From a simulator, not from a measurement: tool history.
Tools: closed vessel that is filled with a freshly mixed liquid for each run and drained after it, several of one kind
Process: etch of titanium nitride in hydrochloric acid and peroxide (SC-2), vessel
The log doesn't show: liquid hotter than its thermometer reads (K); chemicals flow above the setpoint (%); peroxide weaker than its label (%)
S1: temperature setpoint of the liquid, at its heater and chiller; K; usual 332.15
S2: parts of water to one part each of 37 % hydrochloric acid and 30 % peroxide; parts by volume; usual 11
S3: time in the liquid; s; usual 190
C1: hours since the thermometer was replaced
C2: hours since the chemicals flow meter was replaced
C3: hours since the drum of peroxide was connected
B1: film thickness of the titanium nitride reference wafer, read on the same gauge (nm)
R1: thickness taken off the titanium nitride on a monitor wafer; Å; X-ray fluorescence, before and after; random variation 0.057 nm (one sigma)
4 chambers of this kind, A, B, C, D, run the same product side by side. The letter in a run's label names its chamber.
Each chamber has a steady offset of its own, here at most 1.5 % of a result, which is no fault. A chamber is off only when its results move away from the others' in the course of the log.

run	hour	S1	S2	S3	C1	C2	C3	B1	R1
# hour 9.0: chamber A: chemicals flow meter replaced
1C	9.6	332.15	11	190	835.0	666.4	550.6	49.987	104.290
2D	23.1	332.15	11	190	1048.2	627.9	131.3	50.000	105.310
3B	29.7	332.15	11	190	40.4	749.3	925.6	49.993	104.580
4A	37.5	332.15	11	190	456.3	28.5	446.5	50.012	104.680
5B	45.4	332.15	11	190	56.1	765.0	941.3	49.980	106.020
6A	59.0	332.15	11	190	477.8	50.0	468.0	50.022	104.920
7D	65.4	332.15	11	190	1090.5	670.2	173.6	49.960	105.610
8C	75.3	332.15	11	140	900.7	732.1	616.3	50.031	78.026
9D	83.4	332.15	11	140	1108.5	688.2	191.6	50.020	78.295
10B	93.2	332.15	11	140	103.9	812.8	989.1	49.991	78.149
11A	104.6	332.15	11	140	523.4	95.6	513.6	49.989	77.153
12C	112.0	332.15	11	190	937.4	768.8	653.0	50.000	104.990
13C	119.9	332.15	11	190	945.3	776.7	660.9	50.028	105.180
14B	128.2	332.15	11	190	138.9	847.8	1024.1	50.011	106.390
15D	142.1	332.15	11	190	1167.2	746.9	250.3	50.010	105.880
16A	153.5	337.15	11	190	572.3	144.5	562.5	49.988	145.300
17D	162.1	337.15	11	190	1187.2	766.9	270.3	50.013	145.640
18C	176.2	337.15	11	190	1001.6	833.0	717.2	49.992	143.040
19B	189.6	337.15	11	190	200.3	909.2	1085.5	49.991	148.840
# hour 197.3: chamber C: new drum of peroxide connected
20A	200.6	337.65	11	150	619.4	191.6	609.6	49.998	116.160
21C	209.9	337.65	11	150	1035.3	866.7	12.7	50.031	117.310
22A	223.5	337.65	11	150	642.3	214.5	632.5	49.990	117.470
23D	230.9	337.65	11	150	1256.0	835.7	339.1	50.027	117.410
24B	242.3	332.15	11	190	253.0	961.9	1138.2	49.977	110.840
25A	254.2	332.15	11	190	673.0	245.2	663.2	50.011	104.350
26C	264.4	332.15	11	190	1089.8	921.2	67.2	49.972	104.710
27D	271.7	332.15	11	190	1296.8	876.5	379.9	50.033	107.180
28B	278.9	335.15	11	300	289.6	998.5	1174.8	49.999	213.780
29A	288.9	335.15	11	300	707.7	279.9	697.9	50.023	201.320

What goes on in this fleet: one chamber off, a drifting gauge, or nothing beyond the chambers' own small offsets? Name the chamber and the cause, if any.

Chamber B drifts away from the others.
Cause: chemicals flow above the setpoint (%) = 7.73.
The log may not tell that from: liquid hotter than its thermometer reads (K).

Here are 4 candidates for chamber B's next run, each the usual settings with a change, their results left as question marks. Which one brings its results back in line with what the others give on the usual settings?
In line means no further than this from the other chambers' mean on the usual settings: R1 2.000 Å
30B-1	299.1	332.65	11	195					?
30B-2	299.1	332.15	11	185					?
30B-3	299.1	331.65	11	185					?
30B-4	299.1	332.65	11	190					?

The other chambers' mean on the usual settings: R1 105.440 Å
run	R1
30B-1	118.760
30B-2	109.100
30B-3	105.710
30B-4	115.710
30B-3 brings the chamber back in line.
